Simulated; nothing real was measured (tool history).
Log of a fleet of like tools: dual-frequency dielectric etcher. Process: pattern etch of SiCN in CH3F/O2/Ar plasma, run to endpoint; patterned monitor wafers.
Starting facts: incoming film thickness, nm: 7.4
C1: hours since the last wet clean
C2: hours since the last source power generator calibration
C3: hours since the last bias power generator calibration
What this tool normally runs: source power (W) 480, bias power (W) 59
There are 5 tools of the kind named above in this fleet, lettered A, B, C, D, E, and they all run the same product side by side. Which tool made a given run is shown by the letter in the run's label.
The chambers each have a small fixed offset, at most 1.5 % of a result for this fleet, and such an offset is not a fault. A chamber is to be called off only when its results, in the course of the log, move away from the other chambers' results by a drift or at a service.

{"run": "1C", "day": 0.279, "source power (W)": 480, "bias power (W)": 59, "C1": 280.4, "C2": 1200.9, "C3": 1258.5, "endpoint time (s)": 19.627}
{"run": "2B", "day": 0.725, "source power (W)": 480, "bias power (W)": 59, "C1": 311.3, "C2": 1173.3, "C3": 95.7, "endpoint time (s)": 19.561}
{"run": "3E", "day": 1.146, "source power (W)": 480, "bias power (W)": 59, "C1": 125.5, "C2": 289.5, "C3": 220.8, "endpoint time (s)": 20.04}
{"run": "4D", "day": 1.45, "source power (W)": 480, "bias power (W)": 59, "C1": 181.2, "C2": 1290.9, "C3": 2765.8, "endpoint time (s)": 19.781}
{"run": "5A", "day": 1.788, "source power (W)": 420, "bias power (W)": 50, "C1": 262.4, "C2": 2836.3, "C3": 1540.5, "endpoint time (s)": 21.859}
{"day": 2.008, "done": "chamber D: bias power generator calibrated"}
{"run": "6D", "day": 2.267, "source power (W)": 420, "bias power (W)": 50, "C1": 200.8, "C2": 1310.5, "C3": 6.3, "endpoint time (s)": 22.069}
{"run": "7A", "day": 2.617, "source power (W)": 420, "bias power (W)": 50, "C1": 282.3, "C2": 2856.2, "C3": 1560.4, "endpoint time (s)": 21.764}
{"run": "8B", "day": 2.929, "source power (W)": 420, "bias power (W)": 50, "C1": 364.2, "C2": 1226.2, "C3": 148.6, "endpoint time (s)": 21.81}
{"run": "9C", "day": 3.417, "source power (W)": 420, "bias power (W)": 50, "C1": 355.7, "C2": 1276.2, "C3": 1333.8, "endpoint time (s)": 21.832}
{"run": "10E", "day": 3.892, "source power (W)": 480, "bias power (W)": 59, "C1": 191.4, "C2": 355.4, "C3": 286.7, "endpoint time (s)": 20.033}
{"run": "11A", "day": 4.325, "source power (W)": 480, "bias power (W)": 59, "C1": 323.3, "C2": 2897.2, "C3": 1601.4, "endpoint time (s)": 19.545}
{"run": "12B", "day": 4.679, "source power (W)": 480, "bias power (W)": 59, "C1": 406.2, "C2": 1268.2, "C3": 190.6, "endpoint time (s)": 19.62}
{"run": "13D", "day": 5.042, "source power (W)": 480, "bias power (W)": 59, "C1": 267.4, "C2": 1377.1, "C3": 72.9, "endpoint time (s)": 19.795}
{"run": "14E", "day": 5.538, "source power (W)": 480, "bias power (W)": 59, "C1": 230.9, "C2": 394.9, "C3": 326.2, "endpoint time (s)": 19.923}
{"run": "15C", "day": 5.95, "source power (W)": 480, "bias power (W)": 59, "C1": 416.5, "C2": 1337, "C3": 1394.6, "endpoint time (s)": 19.613}
{"run": "16B", "day": 6.446, "source power (W)": 480, "bias power (W)": 59, "C1": 448.6, "C2": 1310.6, "C3": 233, "endpoint time (s)": 19.538}
{"run": "17C", "day": 6.738, "source power (W)": 480, "bias power (W)": 59, "C1": 435.4, "C2": 1355.9, "C3": 1413.5, "endpoint time (s)": 19.651}
{"run": "18A", "day": 7.079, "source power (W)": 480, "bias power (W)": 59, "C1": 389.4, "C2": 2963.3, "C3": 1667.5, "endpoint time (s)": 19.5}
{"run": "19D", "day": 7.379, "source power (W)": 480, "bias power (W)": 59, "C1": 323.5, "C2": 1433.2, "C3": 129, "endpoint time (s)": 19.694}
{"run": "20E", "day": 7.704, "source power (W)": 480, "bias power (W)": 59, "C1": 282.9, "C2": 446.9, "C3": 378.2, "endpoint time (s)": 19.999}
{"run": "21D", "day": 8.117, "source power (W)": 480, "bias power (W)": 59, "C1": 341.2, "C2": 1450.9, "C3": 146.7, "endpoint time (s)": 19.783}
{"run": "22E", "day": 8.396, "source power (W)": 480, "bias power (W)": 59, "C1": 299.5, "C2": 463.5, "C3": 394.8, "endpoint time (s)": 20.013}
{"run": "23A", "day": 8.842, "source power (W)": 480, "bias power (W)": 59, "C1": 431.7, "C2": 3005.6, "C3": 1709.8, "endpoint time (s)": 19.595}
{"day": 8.9, "done": "chamber D: wet clean of the chamber"}
{"run": "24B", "day": 9.267, "source power (W)": 480, "bias power (W)": 59, "C1": 516.3, "C2": 1378.3, "C3": 300.7, "endpoint time (s)": 19.483}
{"run": "25C", "day": 9.675, "source power (W)": 480, "bias power (W)": 59, "C1": 505.9, "C2": 1426.4, "C3": 1484, "endpoint time (s)": 19.687}
{"run": "26E", "day": 9.917, "source power (W)": 480, "bias power (W)": 59, "C1": 336, "C2": 500, "C3": 431.3, "endpoint time (s)": 19.841}
{"run": "27C", "day": 10.175, "source power (W)": 480, "bias power (W)": 59, "C1": 517.9, "C2": 1438.4, "C3": 1496, "endpoint time (s)": 19.801}
{"day": 10.612, "done": "chamber C: wet clean of the chamber"}
{"run": "28B", "day": 10.642, "source power (W)": 480, "bias power (W)": 59, "C1": 549.3, "C2": 1411.3, "C3": 333.7, "endpoint time (s)": 19.718}
{"run": "29A", "day": 10.917, "source power (W)": 480, "bias power (W)": 59, "C1": 481.5, "C2": 3055.4, "C3": 1759.6, "endpoint time (s)": 19.656}
{"run": "30D", "day": 11.208, "source power (W)": 480, "bias power (W)": 59, "C1": 55.4, "C2": 1525.1, "C3": 220.9, "endpoint time (s)": 19.819}
{"run": "31C", "day": 11.446, "source power (W)": 480, "bias power (W)": 59, "C1": 20, "C2": 1468.9, "C3": 1526.5, "endpoint time (s)": 19.643}

The same settings go to every chamber for the next run, one line per chamber below. Forecast the results for each:
{"run": "32A", "day": 11.812, "source power (W)": 480, "bias power (W)": 59, "endpoint time (s)": "?"}
{"run": "32B", "day": 11.812, "source power (W)": 480, "bias power (W)": 59, "endpoint time (s)": "?"}
{"run": "32C", "day": 11.812, "source power (W)": 480, "bias power (W)": 59, "endpoint time (s)": "?"}
{"run": "32D", "day": 11.812, "source power (W)": 480, "bias power (W)": 59, "endpoint time (s)": "?"}
{"run": "32E", "day": 11.812, "source power (W)": 480, "bias power (W)": 59, "endpoint time (s)": "?"}

run=32A endpoint_time_(s)=19.496
run=32B endpoint_time_(s)=19.602
run=32C endpoint_time_(s)=19.646
run=32D endpoint_time_(s)=19.783
run=32E endpoint_time_(s)=19.978

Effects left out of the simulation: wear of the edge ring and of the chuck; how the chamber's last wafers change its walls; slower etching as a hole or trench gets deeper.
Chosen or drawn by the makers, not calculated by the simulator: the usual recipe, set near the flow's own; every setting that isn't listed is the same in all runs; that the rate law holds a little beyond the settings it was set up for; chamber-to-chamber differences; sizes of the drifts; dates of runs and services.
